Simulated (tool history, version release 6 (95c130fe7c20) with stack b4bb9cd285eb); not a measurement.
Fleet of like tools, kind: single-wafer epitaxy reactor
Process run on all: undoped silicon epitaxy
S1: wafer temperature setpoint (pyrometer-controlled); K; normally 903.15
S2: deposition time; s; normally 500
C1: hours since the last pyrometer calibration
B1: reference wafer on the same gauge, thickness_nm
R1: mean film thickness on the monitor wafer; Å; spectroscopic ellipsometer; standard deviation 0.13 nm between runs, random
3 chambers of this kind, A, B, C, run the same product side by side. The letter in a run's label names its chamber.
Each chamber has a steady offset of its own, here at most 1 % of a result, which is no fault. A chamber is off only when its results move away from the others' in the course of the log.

| run | hour | S1 | S2 | C1 | B1 | R1 |
|---|---|---|---|---|---|---|
| 1C | 10.5 | 903.15 | 500 | 1157.1 | 48.193 | 534.9 |
| 2B | 20.1 | 903.15 | 500 | 579.5 | 48.206 | 534.78 |
| 3A | 27.3 | 903.15 | 500 | 518.5 | 48.199 | 541.08 |
| 4A | 39.6 | 903.15 | 500 | 530.8 | 48.228 | 541.3 |
| 5C | 48.8 | 903.15 | 500 | 1195.4 | 48.204 | 534.22 |
| 6B | 58.7 | 903.15 | 500 | 618.1 | 48.205 | 532.3 |
| 7B | 68.1 | 903.15 | 500 | 627.5 | 48.201 | 534.17 |
| 8A | 79.5 | 911.15 | 500 | 570.7 | 48.192 | 649.54 |
| 9C | 88.2 | 911.15 | 500 | 1234.8 | 48.194 | 639.93 |
| 10A | 99.4 | 911.15 | 500 | 590.6 | 48.17 | 650.47 |
| 11C | 108.5 | 903.15 | 500 | 1255.1 | 48.196 | 534.02 |
| 12B | 114.8 | 903.15 | 500 | 674.2 | 48.2 | 534.48 |
| 13A | 121.2 | 903.15 | 410 | 612.4 | 48.202 | 442.67 |
| 14B | 132.3 | 903.15 | 410 | 691.7 | 48.216 | 439.51 |
| 15C | 144.7 | 903.15 | 410 | 1291.3 | 48.204 | 438.07 |
|  | 145.9 | chamber C: pyrometer calibrated |
| 16B | 156.2 | 903.15 | 500 | 715.6 | 48.195 | 534.06 |
| 17C | 166.5 | 903.15 | 500 | 20.6 | 48.219 | 517.36 |
| 18A | 172.1 | 909.15 | 470 | 663.3 | 48.202 | 581.31 |
| 19C | 179.4 | 909.15 | 470 | 33.5 | 48.203 | 562.16 |
| 20A | 186.9 | 909.15 | 470 | 678.1 | 48.209 | 581.89 |
| 21B | 197 | 903.15 | 500 | 756.4 | 48.181 | 537.6 |
| 22C | 203.9 | 903.15 | 404 | 58 | 48.201 | 417.76 |
| 23B | 210.9 | 903.15 | 404 | 770.3 | 48.189 | 431.82 |
| 24A | 222.1 | 903.15 | 404 | 713.3 | 48.22 | 436.05 |
| 25C | 228.1 | 903.15 | 500 | 82.2 | 48.191 | 517.21 |
| 26B | 241 | 903.15 | 500 | 800.4 | 48.177 | 535.5 |
| 27A | 253 | 903.15 | 500 | 744.2 | 48.173 | 539.18 |
| 28A | 260.1 | 903.15 | 500 | 751.3 | 48.182 | 538.08 |
| 29C | 266.2 | 903.15 | 500 | 120.3 | 48.201 | 519.14 |
| 30B | 273.4 | 903.15 | 500 | 832.8 | 48.217 | 533.44 |
| 31B | 283.1 | 897.15 | 500 | 842.5 | 48.2 | 467.5 |
| 32A | 288.8 | 897.15 | 500 | 780 | 48.209 | 471.74 |
| 33C | 299.2 | 897.15 | 500 | 153.3 | 48.199 | 448.79 |
| 34C | 310 | 910.15 | 591 | 164.1 | 48.191 | 718.6 |
| 35B | 321.5 | 910.15 | 591 | 880.9 | 48.208 | 741.7 |
| 36A | 328.7 | 910.15 | 591 | 819.9 | 48.191 | 751.81 |
| 37C | 339.7 | 903.15 | 500 | 193.8 | 48.202 | 518.37 |
| 38A | 352.4 | 903.15 | 500 | 843.6 | 48.202 | 540.36 |
| 39B | 361 | 903.15 | 500 | 920.4 | 48.217 | 534.74 |
| 40A | 368.3 | 903.15 | 500 | 859.5 | 48.218 | 541.43 |
| 41B | 379.8 | 903.15 | 500 | 939.2 | 48.205 | 533.99 |

One chamber off, gauge drift, or nothing amiss beyond the chambers' own small offsets? If it is a chamber, which one, and what is the likeliest cause?

A service left chamber C off against the others.
Likeliest cause: wafer temperature below the value expected at the setpoint (K) = 1.36.

Chamber C could run next with any of the 4 candidate recipes listed below; each alters the usual settings, and their results appear as question marks. Which one brings its results back in line with what the other chambers deliver on the usual settings?
Maximum distance from the other chambers' mean on the usual settings for a result to count as in line: R1 4.4 Å
| 42C-1 | 389.1 | 906.15 | 500 |  |  | ? |
| 42C-2 | 389.1 | 902.15 | 494 |  |  | ? |
| 42C-3 | 389.1 | 904.15 | 506 |  |  | ? |
| 42C-4 | 389.1 | 903.15 | 465 |  |  | ? |

Usual-settings mean across the other chambers: R1 537.74 Å
| run | R1 |
|---|---|
| 42C-1 | 555.15 |
| 42C-2 | 500.03 |
| 42C-3 | 536.48 |
| 42C-4 | 481.73 |
The answer is 42C-3, which returns the chamber to within the allowed miss of the others.
